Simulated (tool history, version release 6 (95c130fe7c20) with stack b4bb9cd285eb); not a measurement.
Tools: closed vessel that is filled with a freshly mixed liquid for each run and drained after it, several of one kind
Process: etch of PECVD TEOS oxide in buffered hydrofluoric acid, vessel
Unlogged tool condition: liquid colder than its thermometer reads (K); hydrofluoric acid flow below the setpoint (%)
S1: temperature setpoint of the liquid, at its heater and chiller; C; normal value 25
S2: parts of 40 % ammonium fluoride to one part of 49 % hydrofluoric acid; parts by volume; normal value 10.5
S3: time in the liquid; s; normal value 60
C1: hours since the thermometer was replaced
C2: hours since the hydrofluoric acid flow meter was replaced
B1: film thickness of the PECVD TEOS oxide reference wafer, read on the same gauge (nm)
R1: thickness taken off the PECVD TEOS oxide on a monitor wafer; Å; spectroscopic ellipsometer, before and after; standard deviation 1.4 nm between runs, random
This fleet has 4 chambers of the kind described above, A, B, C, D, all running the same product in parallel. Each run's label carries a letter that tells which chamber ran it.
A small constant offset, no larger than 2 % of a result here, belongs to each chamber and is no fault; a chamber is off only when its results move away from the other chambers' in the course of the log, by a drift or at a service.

{"run": "1B", "hour": 5.5, "S1": 25, "S2": 10.5, "S3": 60, "C1": 215.2, "C2": 740.0, "B1": 109.99, "R1": 1647.9}
{"run": "2A", "hour": 10.6, "S1": 25, "S2": 10.5, "S3": 60, "C1": 1985.3, "C2": 1460.4, "B1": 110.01, "R1": 1652.6}
{"run": "3C", "hour": 18.2, "S1": 25, "S2": 10.5, "S3": 60, "C1": 702.0, "C2": 1873.5, "B1": 109.97, "R1": 1626.2}
{"run": "4D", "hour": 26.8, "S1": 25, "S2": 10.5, "S3": 60, "C1": 1001.6, "C2": 1941.9, "B1": 110.0, "R1": 1681.9}
{"run": "5C", "hour": 34.3, "S1": 25, "S2": 10.5, "S3": 60, "C1": 718.1, "C2": 1889.6, "B1": 110.01, "R1": 1625.5}
{"run": "6B", "hour": 42.4, "S1": 25, "S2": 10.5, "S3": 60, "C1": 252.1, "C2": 776.9, "B1": 109.97, "R1": 1681.5}
{"run": "7A", "hour": 49.6, "S1": 25, "S2": 10.5, "S3": 60, "C1": 2024.3, "C2": 1499.4, "B1": 109.99, "R1": 1642.6}
{"run": "8D", "hour": 55.0, "S1": 25, "S2": 10.5, "S3": 60, "C1": 1029.8, "C2": 1970.1, "B1": 109.96, "R1": 1682.7}
{"run": "9C", "hour": 60.3, "S1": 25, "S2": 10.5, "S3": 60, "C1": 744.1, "C2": 1915.6, "B1": 110.0, "R1": 1639.6}
{"run": "10B", "hour": 64.9, "S1": 25, "S2": 10.5, "S3": 60, "C1": 274.6, "C2": 799.4, "B1": 109.98, "R1": 1656.5}
{"run": "11A", "hour": 70.9, "S1": 25, "S2": 10.5, "S3": 60, "C1": 2045.6, "C2": 1520.7, "B1": 109.99, "R1": 1640.5}
{"run": "12D", "hour": 79.1, "S1": 25, "S2": 10.5, "S3": 60, "C1": 1053.9, "C2": 1994.2, "B1": 110.02, "R1": 1695.0}
{"run": "13B", "hour": 86.4, "S1": 25, "S2": 10.5, "S3": 60, "C1": 296.1, "C2": 820.9, "B1": 109.98, "R1": 1647.7}
{"run": "14C", "hour": 91.1, "S1": 25, "S2": 10.5, "S3": 60, "C1": 774.9, "C2": 1946.4, "B1": 109.98, "R1": 1603.8}
{"run": "15A", "hour": 98.8, "S1": 25, "S2": 10.5, "S3": 60, "C1": 2073.5, "C2": 1548.6, "B1": 110.0, "R1": 1651.9}
{"run": "16D", "hour": 107.2, "S1": 25, "S2": 10.5, "S3": 60, "C1": 1082.0, "C2": 2022.3, "B1": 109.99, "R1": 1674.3}
{"run": "17A", "hour": 112.3, "S1": 25, "S2": 10.5, "S3": 60, "C1": 2087.0, "C2": 1562.1, "B1": 109.98, "R1": 1648.8}
{"run": "18C", "hour": 116.3, "S1": 25, "S2": 10.5, "S3": 60, "C1": 800.1, "C2": 1971.6, "B1": 110.01, "R1": 1639.3}
{"run": "19B", "hour": 124.7, "S1": 25, "S2": 10.5, "S3": 60, "C1": 334.4, "C2": 859.2, "B1": 109.95, "R1": 1615.6}
{"run": "20D", "hour": 132.9, "S1": 25, "S2": 10.5, "S3": 60, "C1": 1107.7, "C2": 2048.0, "B1": 110.04, "R1": 1685.3}
{"run": "21C", "hour": 139.1, "S1": 25, "S2": 10.5, "S3": 60, "C1": 822.9, "C2": 1994.4, "B1": 110.04, "R1": 1618.0}
{"run": "22D", "hour": 142.8, "S1": 25, "S2": 10.5, "S3": 85, "C1": 1117.6, "C2": 2057.9, "B1": 109.98, "R1": 2408.5}
{"run": "23A", "hour": 148.3, "S1": 25, "S2": 10.5, "S3": 85, "C1": 2123.0, "C2": 1598.1, "B1": 109.95, "R1": 2335.5}
{"run": "24B", "hour": 156.1, "S1": 25, "S2": 10.5, "S3": 85, "C1": 365.8, "C2": 890.6, "B1": 110.03, "R1": 2275.8}
{"run": "25B", "hour": 163.9, "S1": 25, "S2": 10.5, "S3": 85, "C1": 373.6, "C2": 898.4, "B1": 109.98, "R1": 2315.0}
{"run": "26A", "hour": 171.9, "S1": 25, "S2": 12.0, "S3": 30, "C1": 2146.6, "C2": 1621.7, "B1": 110.01, "R1": 720.71}
{"run": "27C", "hour": 178.6, "S1": 25, "S2": 12.0, "S3": 30, "C1": 862.4, "C2": 2033.9, "B1": 110.01, "R1": 712.65}
{"run": "28D", "hour": 186.6, "S1": 25, "S2": 12.0, "S3": 30, "C1": 1161.4, "C2": 2101.7, "B1": 110.01, "R1": 746.27}

For the next run the whole fleet of 4 chambers uses the same settings. Give each chamber's results:
{"run": "29A", "hour": 192.8, "S1": 25, "S2": 10.5, "S3": 60, "R1": "?"}
{"run": "29B", "hour": 192.8, "S1": 25, "S2": 10.5, "S3": 60, "R1": "?"}
{"run": "29C", "hour": 192.8, "S1": 25, "S2": 10.5, "S3": 60, "R1": "?"}
{"run": "29D", "hour": 192.8, "S1": 25, "S2": 10.5, "S3": 60, "R1": "?"}

run=29A R1=1635.50
run=29B R1=1568.30
run=29C R1=1640.90
run=29D R1=1666.10
